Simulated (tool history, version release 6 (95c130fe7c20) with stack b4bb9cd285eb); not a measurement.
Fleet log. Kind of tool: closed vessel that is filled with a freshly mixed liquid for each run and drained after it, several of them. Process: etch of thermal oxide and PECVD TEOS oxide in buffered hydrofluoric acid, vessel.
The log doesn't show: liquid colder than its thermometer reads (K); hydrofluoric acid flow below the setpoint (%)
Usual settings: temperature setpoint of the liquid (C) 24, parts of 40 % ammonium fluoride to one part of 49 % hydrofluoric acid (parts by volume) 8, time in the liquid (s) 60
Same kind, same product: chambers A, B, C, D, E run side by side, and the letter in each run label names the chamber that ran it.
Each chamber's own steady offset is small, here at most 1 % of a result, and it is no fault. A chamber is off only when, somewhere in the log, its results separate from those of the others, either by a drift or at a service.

| run | hour | temperature setpoint of the liquid (C) | parts of 40 % ammonium fluoride to one part of 49 % hydrofluoric acid (parts by volume) | time in the liquid (s) | hours since the thermometer was replaced | hours since the hydrofluoric acid flow meter was replaced | read-back film thickness of the thermal oxide reference wafer, read on the same gauge (nm) | read-back film thickness of the PECVD TEOS oxide reference wafer, read on the same gauge (nm) | thickness taken off the thermal oxide on a monitor wafer (angstrom) | thickness taken off the PECVD TEOS oxide on a monitor wafer (angstrom) |
|---|---|---|---|---|---|---|---|---|---|---|
| 1B | 8.2 | 24 | 8 | 60 | 449.7 | 278 | 29.996 | 80.022 | 830.61 | 1159.9 |
| 2E | 13.2 | 24 | 8 | 60 | 1581.8 | 1284.3 | 30.002 | 80.013 | 841.37 | 1151.3 |
|  | 19 | chamber A: hydrofluoric acid flow meter replaced |
| 3C | 20.9 | 24 | 8 | 60 | 124.1 | 299.2 | 29.996 | 79.997 | 841.48 | 1158.5 |
| 4D | 25.8 | 24 | 8 | 60 | 894.9 | 908.8 | 29.992 | 79.979 | 837.2 | 1145 |
| 5A | 32.8 | 27 | 8 | 95 | 270.4 | 13.9 | 29.977 | 79.961 | 1551.3 | 2134.2 |
| 6A | 37.7 | 27 | 8 | 95 | 275.3 | 18.8 | 29.996 | 79.998 | 1563.5 | 2133.6 |
| 7D | 44.3 | 27 | 8 | 95 | 913.4 | 927.3 | 29.987 | 79.968 | 1549.3 | 2141.9 |
| 8C | 49.3 | 27 | 8 | 95 | 152.5 | 327.6 | 29.985 | 79.98 | 1567.2 | 2147.3 |
| 9B | 56.7 | 27 | 8 | 95 | 498.2 | 326.5 | 29.989 | 80.003 | 1563.3 | 2148.5 |
|  | 63.3 | chamber E: thermometer replaced |
| 10E | 63.7 | 24 | 8 | 60 | 0.5 | 1334.8 | 30.001 | 79.965 | 845.65 | 1148.3 |
| 11B | 71 | 24 | 8 | 60 | 512.5 | 340.8 | 29.989 | 79.984 | 846.98 | 1168.6 |
| 12D | 80.8 | 24 | 8 | 60 | 949.9 | 963.8 | 30.004 | 80.008 | 852.28 | 1150.4 |
| 13E | 86.6 | 24 | 8 | 60 | 23.4 | 1357.7 | 29.971 | 80.003 | 850.36 | 1138.9 |
| 14C | 92.1 | 24 | 8 | 60 | 195.3 | 370.4 | 29.991 | 79.984 | 833.75 | 1148.2 |
| 15A | 98.8 | 24 | 8 | 60 | 336.4 | 79.9 | 29.983 | 80.02 | 835.73 | 1131.1 |
| 16C | 107.6 | 24 | 8 | 60 | 210.8 | 385.9 | 29.983 | 79.998 | 844.15 | 1145.4 |
| 17E | 116.3 | 24 | 8 | 60 | 53.1 | 1387.4 | 30.01 | 80.002 | 848.79 | 1134.4 |
| 18B | 125.7 | 21.5 | 8 | 45 | 567.2 | 395.5 | 30.02 | 79.97 | 547.96 | 759.25 |
| 19D | 136 | 21.5 | 8 | 45 | 1005.1 | 1019 | 30 | 79.995 | 551.55 | 753.41 |
| 20A | 146 | 21.5 | 8 | 45 | 383.6 | 127.1 | 30.021 | 79.997 | 547.33 | 748.21 |
| 21D | 156.3 | 21.5 | 8 | 45 | 1025.4 | 1039.3 | 29.997 | 79.993 | 548.36 | 744.73 |
| 22B | 163.5 | 21.5 | 8 | 45 | 605 | 433.3 | 30.026 | 80.02 | 546.9 | 749.9 |
| 23C | 168.3 | 24 | 8 | 60 | 271.5 | 446.6 | 29.984 | 80.009 | 839.42 | 1156.7 |
| 24A | 176.9 | 22 | 8 | 60 | 414.5 | 158 | 29.994 | 80 | 761.18 | 1049.7 |
| 25E | 182.3 | 22 | 8 | 60 | 119.1 | 1453.4 | 29.992 | 80.008 | 764.84 | 1022.2 |
| 26B | 189.2 | 22 | 8 | 60 | 630.7 | 459 | 30.027 | 80.012 | 744.68 | 1035.3 |
| 27A | 194.3 | 22 | 8 | 60 | 431.9 | 175.4 | 29.997 | 80 | 746.94 | 1027.1 |
| 28D | 203.6 | 22 | 8 | 60 | 1072.7 | 1086.6 | 30.03 | 79.978 | 750.24 | 1041.9 |
| 29C | 209.5 | 24 | 8 | 60 | 312.7 | 487.8 | 30.004 | 79.978 | 852.33 | 1147.7 |
| 30E | 220 | 24 | 8 | 60 | 156.8 | 1491.1 | 30.006 | 80.021 | 844 | 1152 |

Read the log: is a single chamber off, either drifting away or since a service, is the gauge that measures every chamber drifting, or is nothing wrong beyond small per-chamber offsets? Name any odd chamber and what most likely caused it.

Nothing is wrong: each chamber keeps only its own small, steady offset and the gauge holds still.
